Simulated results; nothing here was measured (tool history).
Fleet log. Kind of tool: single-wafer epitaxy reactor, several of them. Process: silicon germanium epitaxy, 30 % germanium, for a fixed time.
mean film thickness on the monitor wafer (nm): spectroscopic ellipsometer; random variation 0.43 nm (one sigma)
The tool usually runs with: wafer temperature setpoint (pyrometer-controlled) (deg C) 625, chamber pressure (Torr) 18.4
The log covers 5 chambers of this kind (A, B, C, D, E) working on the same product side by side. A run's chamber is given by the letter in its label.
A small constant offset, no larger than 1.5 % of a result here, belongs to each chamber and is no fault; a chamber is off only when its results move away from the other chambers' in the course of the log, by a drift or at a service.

run	hour	wafer temperature setpoint (pyrometer-controlled) (deg C)	chamber pressure (Torr)	read-back reference wafer on the same gauge, thickness_nm	mean film thickness on the monitor wafer (nm)
1D	5.5	625	18.4	85.706	88.904
2A	9.4	625	18.4	85.747	89.348
3E	15.6	625	18.4	85.744	89.214
4C	21.7	625	18.4	85.857	88.676
5B	28.8	625	18.4	85.737	88.622
6E	33.1	625	18.4	85.808	88.811
7A	38.6	625	18.4	85.825	89.246
8C	46.5	625	18.4	85.886	88.065
9D	52.1	625	18.4	85.873	89.336
10B	59.5	625	18.4	85.711	88.625
11D	64.6	625	18.4	85.764	89.629
12B	68.5	615	21.8	85.876	79.201
13C	73.9	615	21.8	85.968	79.092
14E	80.8	615	21.8	85.820	80.433
15A	88.9	615	21.8	85.798	79.737
16D	93.9	615	21.8	85.772	79.608
17C	99.5	625	18.4	85.802	88.465
18E	106.7	625	16.1	85.775	84.116
19B	113.1	625	16.1	85.924	83.815
20A	117.1	625	16.1	85.747	83.696
21E	122.3	625	16.1	85.812	83.976
22A	130.4	625	16.1	85.837	83.239
23C	137.8	625	18.4	85.825	88.529
24B	144.0	625	18.4	85.822	88.848
# hour 147.4: chamber E: pyrometer calibrated
25D	148.6	625	18.4	85.821	88.583
26E	153.9	625	18.4	85.758	88.667
27A	158.6	625	18.4	85.689	87.744
28C	165.7	625	18.4	85.851	88.603
29B	173.5	625	18.4	85.747	88.231
# hour 177.1: chamber A: capacitance manometer re-zeroed and calibrated
30D	180.7	625	18.4	85.748	88.669
31D	188.1	635	14.4	85.762	95.215
32B	193.2	635	14.4	85.784	96.088
33E	198.4	635	14.4	85.665	96.106
34A	205.9	635	14.4	85.756	93.520
35C	212.5	635	14.4	85.713	94.998
36B	218.2	625	18.4	85.731	89.420
37D	222.3	625	18.4	85.877	88.496
38E	226.4	625	18.4	85.929	88.894
39A	231.7	625	18.4	85.842	86.598
40C	238.6	625	18.4	85.725	88.819

The same settings go to every chamber for the next run, one line per chamber below. Forecast the results for each:
41A	244.5	625	18.4		?
41B	244.5	625	18.4		?
41C	244.5	625	18.4		?
41D	244.5	625	18.4		?
41E	244.5	625	18.4		?

run	mean film thickness on the monitor wafer (nm)
41A	86.461
41B	89.118
41C	88.257
41D	89.699
41E	88.764

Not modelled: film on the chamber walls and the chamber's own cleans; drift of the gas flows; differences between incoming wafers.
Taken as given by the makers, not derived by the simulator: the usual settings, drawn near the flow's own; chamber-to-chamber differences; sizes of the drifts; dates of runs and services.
